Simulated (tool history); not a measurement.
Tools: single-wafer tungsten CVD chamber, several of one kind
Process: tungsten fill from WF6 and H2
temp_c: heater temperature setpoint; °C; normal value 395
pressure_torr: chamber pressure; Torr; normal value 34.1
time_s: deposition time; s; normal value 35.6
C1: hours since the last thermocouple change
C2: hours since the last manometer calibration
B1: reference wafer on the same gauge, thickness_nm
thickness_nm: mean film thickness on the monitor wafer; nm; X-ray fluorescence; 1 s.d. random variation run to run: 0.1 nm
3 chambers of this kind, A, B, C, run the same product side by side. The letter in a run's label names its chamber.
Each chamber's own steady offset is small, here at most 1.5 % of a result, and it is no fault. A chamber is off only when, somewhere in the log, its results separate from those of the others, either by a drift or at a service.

Run 1A, day 0.192: usual settings; C1 376.8; C2 186.2; B1 103.99. Result: thickness_nm 99.132 nm.
Run 2B, day 0.504: usual settings; C1 176.8; C2 842.2; B1 104.05. Result: thickness_nm 99.381 nm.
Run 3C, day 0.65: usual settings; C1 956.4; C2 1974.5; B1 104.07. Result: thickness_nm 100.84 nm.
Run 4A, day 0.812: usual settings; C1 391.7; C2 201.1; B1 104.08. Result: thickness_nm 98.906 nm.
Run 5C, day 1.104: usual settings; C1 967.3; C2 1985.4; B1 104.07. Result: thickness_nm 100.93 nm.
Run 6B, day 1.258: usual settings; C1 194.9; C2 860.3; B1 104.07. Result: thickness_nm 99.568 nm.
Run 7A, day 1.438: usual settings; C1 406.7; C2 216.1; B1 104.08. Result: thickness_nm 99.241 nm.
Run 8B, day 1.742: usual settings; C1 206.5; C2 871.9; B1 104.13. Result: thickness_nm 99.466 nm.
Run 9C, day 2.033: usual settings; C1 989.6; C2 2007.7; B1 104.13. Result: thickness_nm 101.04 nm.
Run 10A, day 2.262: usual settings; C1 426.5; C2 235.9; B1 104.16. Result: thickness_nm 99.376 nm.
Run 11B, day 2.538: usual settings; C1 225.6; C2 891; B1 104.13. Result: thickness_nm 99.554 nm.
Run 12C, day 2.808: usual settings but temp_c 382 °C, pressure_torr 37.8 Torr; C1 1008.2; C2 2026.3; B1 104.17. Result: thickness_nm 82.105 nm.
Run 13A, day 3.088: usual settings but temp_c 382 °C, pressure_torr 37.8 Torr; C1 446.3; C2 255.7; B1 104.2. Result: thickness_nm 81.266 nm.
Run 14C, day 3.358: usual settings but temp_c 382 °C, pressure_torr 37.8 Torr; C1 1021.4; C2 2039.5; B1 104.22. Result: thickness_nm 82.227 nm.
Run 15B, day 3.662: usual settings; C1 252.6; C2 918; B1 104.24. Result: thickness_nm 99.615 nm.
Run 16A, day 3.925: usual settings; C1 466.4; C2 275.8; B1 104.25. Result: thickness_nm 99.43 nm.
Run 17B, day 4.125: usual settings; C1 263.7; C2 929.1; B1 104.28. Result: thickness_nm 99.672 nm.
Run 18C, day 4.304: usual settings; C1 1044.1; C2 2062.2; B1 104.29. Result: thickness_nm 101.13 nm.
Run 19A, day 4.579: usual settings; C1 482.1; C2 291.5; B1 104.3. Result: thickness_nm 99.421 nm.
Run 20C, day 4.912: usual settings but pressure_torr 37.6 Torr; C1 1058.7; C2 2076.8; B1 104.33. Result: thickness_nm 105.82 nm.
Run 21B, day 5.221: usual settings but pressure_torr 37.6 Torr; C1 290; C2 955.4; B1 104.39. Result: thickness_nm 104.63 nm.
Run 22A, day 5.525: usual settings but pressure_torr 37.6 Torr; C1 504.8; C2 314.2; B1 104.38. Result: thickness_nm 104.3 nm.
Run 23B, day 5.767: usual settings; C1 303.1; C2 968.5; B1 104.39. Result: thickness_nm 99.838 nm.
Run 24C, day 5.95: usual settings; C1 1083.6; C2 2101.7; B1 104.39. Result: thickness_nm 101.27 nm.
Run 25A, day 6.188: usual settings; C1 520.7; C2 330.1; B1 104.42. Result: thickness_nm 99.612 nm.
Run 26B, day 6.467: usual settings; C1 319.9; C2 985.3; B1 104.4. Result: thickness_nm 99.794 nm.

Next, all 3 chambers run the settings below, one line each with question marks for the results. What does each chamber give?
Run 27A, day 6.704: usual settings but pressure_torr 28.5 Torr. Result: thickness_nm ?.
Run 27B, day 6.704: usual settings but pressure_torr 28.5 Torr. Result: thickness_nm ?.
Run 27C, day 6.704: usual settings but pressure_torr 28.5 Torr. Result: thickness_nm ?.

run  thickness_nm
27A        91.145
27B        91.518
27C        92.994

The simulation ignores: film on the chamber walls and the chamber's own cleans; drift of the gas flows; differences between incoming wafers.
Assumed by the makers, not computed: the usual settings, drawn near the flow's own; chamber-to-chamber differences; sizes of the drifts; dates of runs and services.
